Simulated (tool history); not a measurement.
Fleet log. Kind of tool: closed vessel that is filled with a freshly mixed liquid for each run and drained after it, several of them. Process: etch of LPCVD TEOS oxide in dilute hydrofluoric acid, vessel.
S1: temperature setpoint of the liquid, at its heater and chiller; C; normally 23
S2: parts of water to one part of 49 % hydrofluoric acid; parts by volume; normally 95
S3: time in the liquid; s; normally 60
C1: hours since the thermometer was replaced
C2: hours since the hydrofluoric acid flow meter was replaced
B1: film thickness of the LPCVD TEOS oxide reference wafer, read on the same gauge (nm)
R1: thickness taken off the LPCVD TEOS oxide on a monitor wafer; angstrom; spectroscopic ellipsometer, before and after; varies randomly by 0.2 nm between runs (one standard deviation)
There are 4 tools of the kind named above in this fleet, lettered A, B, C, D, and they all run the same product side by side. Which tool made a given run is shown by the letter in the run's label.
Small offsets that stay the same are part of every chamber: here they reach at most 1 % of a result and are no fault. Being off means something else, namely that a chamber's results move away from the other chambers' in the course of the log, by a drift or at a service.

run   hour    S1   S2  S3      C1      C2      B1      R1
 1C    6.9    23   95  60     489    28.4  50.061  218.68
 2D     14    23   95  60  1113.8  1218.5  49.994  226.99
 3A   17.3    23   95  60   788.7   629.7  50.014  222.15
 4B   23.8    23   95  60  2486.6   856.2  49.972  225.93
 5A   30.3    23   95  60   801.7   642.7  49.983  222.12
 6B   37.5  18.5   95  35  2500.3   869.9  50.009  108.62
 7C   44.1  18.5   95  35   526.2    65.6  50.041  106.17
 8D   47.9  18.5   95  35  1147.7  1252.4   50.03  108.04
 9B   55.2  18.5   95  35    2518   887.6  49.999     109
10D   58.7    23   95  60  1158.5  1263.2  49.981  222.52
11C   64.7    23   95  60   546.8    86.2  50.001  217.73
12A   68.5    23   95  60   839.9   680.9  50.001  218.19
13C   74.3    23   95  60   556.4    95.8  50.006  211.61
14B     79    23   95  60  2541.8   911.4  49.982  222.14
15A   83.7    23   95  60   855.1   696.1  49.988   218.3
16D   88.6    19   95  60  1188.4  1293.1  49.992  188.37
17B     92    19   95  60  2554.8   924.4  49.991  190.41
18C   98.5    19   95  60   580.6     120  50.001  180.84
19A  103.2    19   95  60   874.6   715.6  50.007  186.44
20D    107    23   95  60  1206.8  1311.5  49.995  226.78
21C  110.4    23   95  60   592.5   131.9   50.07   213.2
22A  117.8    23   95  60   889.2   730.2  49.972  219.93
23D  121.6    23   95  85  1221.4  1326.1  50.013  315.31
24B  126.3    23   95  85  2589.1   958.7  49.983  318.92
25D  130.5    23   95  85  1230.3    1335  50.035  319.89
26C    135    23   95  85   617.1   156.5   49.93  297.56
27B  140.8    23   95  60  2603.6   973.2  50.039  222.01
28A  144.5    23  120  30   915.9   756.9  50.001  85.702
29D  149.2    23  120  30    1249  1353.7  49.993  85.687

What goes on in this fleet: one chamber off, a drifting gauge, or nothing beyond the chambers' own small offsets? Name the chamber and the cause, if any.

One chamber, C, drifts off from the rest bit by bit.
Most likely cause: liquid colder than its thermometer reads (K) = 1.86.
From this log alone, it may not be told apart from: hydrofluoric acid flow below the setpoint (%).

Chamber C could run next with any of the 4 candidate recipes listed below; each alters the usual settings, and their results appear as question marks. Which one brings its results back in line with what the other chambers deliver on the usual settings?
In line here means within this much of the mean the other chambers give on the usual settings: R1 7 angstrom
30C-1  154.7    23  95  55               ?
30C-2  154.7  23.5  95  70               ?
30C-3  154.7    23  95  65               ?
30C-4  154.7    23  95  50               ?

The mean the other chambers reach with the usual settings: R1 222.69 angstrom
  run      R1
30C-1  187.94
30C-2  244.11
30C-3  222.11
30C-4  170.85
It is 30C-3 that realigns the chamber with its peers.
